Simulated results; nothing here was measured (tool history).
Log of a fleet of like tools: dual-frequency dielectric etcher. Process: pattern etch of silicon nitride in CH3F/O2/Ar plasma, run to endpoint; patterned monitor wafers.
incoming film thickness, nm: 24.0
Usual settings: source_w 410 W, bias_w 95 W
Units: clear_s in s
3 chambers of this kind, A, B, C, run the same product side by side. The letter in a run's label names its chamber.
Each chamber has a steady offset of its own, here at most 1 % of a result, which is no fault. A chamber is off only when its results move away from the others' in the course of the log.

Run 1B, day 0.338: usual settings. Result: clear_s 31.682 s.
Run 2A, day 0.596: usual settings. Result: clear_s 31.484 s.
At day 0.733: chamber C: wet clean of the chamber.
Run 3C, day 0.925: usual settings. Result: clear_s 30.846 s.
Run 4C, day 1.196: usual settings. Result: clear_s 30.929 s.
Run 5A, day 1.446: usual settings. Result: clear_s 31.158 s.
Run 6B, day 1.688: usual settings. Result: clear_s 31.387 s.
Run 7B, day 2.096: usual settings. Result: clear_s 31.254 s.
Run 8C, day 2.296: usual settings. Result: clear_s 30.858 s.
At day 2.508: chamber A: bias power generator calibrated.
Run 9A, day 2.638: usual settings. Result: clear_s 31.057 s.
Run 10B, day 2.85: usual settings. Result: clear_s 31.611 s.
Run 11A, day 3.062: usual settings. Result: clear_s 31.078 s.
Run 12C, day 3.404: usual settings. Result: clear_s 31.001 s.
Run 13B, day 3.838: usual settings. Result: clear_s 31.464 s.
Run 14C, day 4.075: usual settings. Result: clear_s 30.568 s.
Run 15A, day 4.375: usual settings. Result: clear_s 30.608 s.
Run 16B, day 4.733: usual settings. Result: clear_s 31.554 s.
Run 17A, day 5.083: usual settings. Result: clear_s 30.856 s.
Run 18C, day 5.383: usual settings. Result: clear_s 30.914 s.
Run 19C, day 5.742: usual settings. Result: clear_s 30.691 s.
Run 20B, day 5.95: usual settings. Result: clear_s 31.658 s.
Run 21A, day 6.354: usual settings but bias_w 106 W. Result: clear_s 29.674 s.
Run 22C, day 6.596: usual settings but bias_w 106 W. Result: clear_s 29.979 s.
Run 23A, day 6.979: usual settings but bias_w 106 W. Result: clear_s 30.216 s.
Run 24B, day 7.35: usual settings. Result: clear_s 31.464 s.
Run 25A, day 7.758: usual settings. Result: clear_s 30.77 s.
Run 26B, day 8.142: usual settings. Result: clear_s 31.632 s.
Run 27C, day 8.454: usual settings. Result: clear_s 30.685 s.
Run 28C, day 8.692: usual settings. Result: clear_s 31.047 s.
Run 29A, day 8.946: usual settings. Result: clear_s 31.181 s.

Next, every chamber runs the same settings. What will each give?
Run 30A, day 9.258: usual settings but source_w 380 W. Result: clear_s ?.
Run 30B, day 9.258: usual settings but source_w 380 W. Result: clear_s ?.
Run 30C, day 9.258: usual settings but source_w 380 W. Result: clear_s ?.

run  clear_s
30A   32.141
30B   32.422
30C   31.355

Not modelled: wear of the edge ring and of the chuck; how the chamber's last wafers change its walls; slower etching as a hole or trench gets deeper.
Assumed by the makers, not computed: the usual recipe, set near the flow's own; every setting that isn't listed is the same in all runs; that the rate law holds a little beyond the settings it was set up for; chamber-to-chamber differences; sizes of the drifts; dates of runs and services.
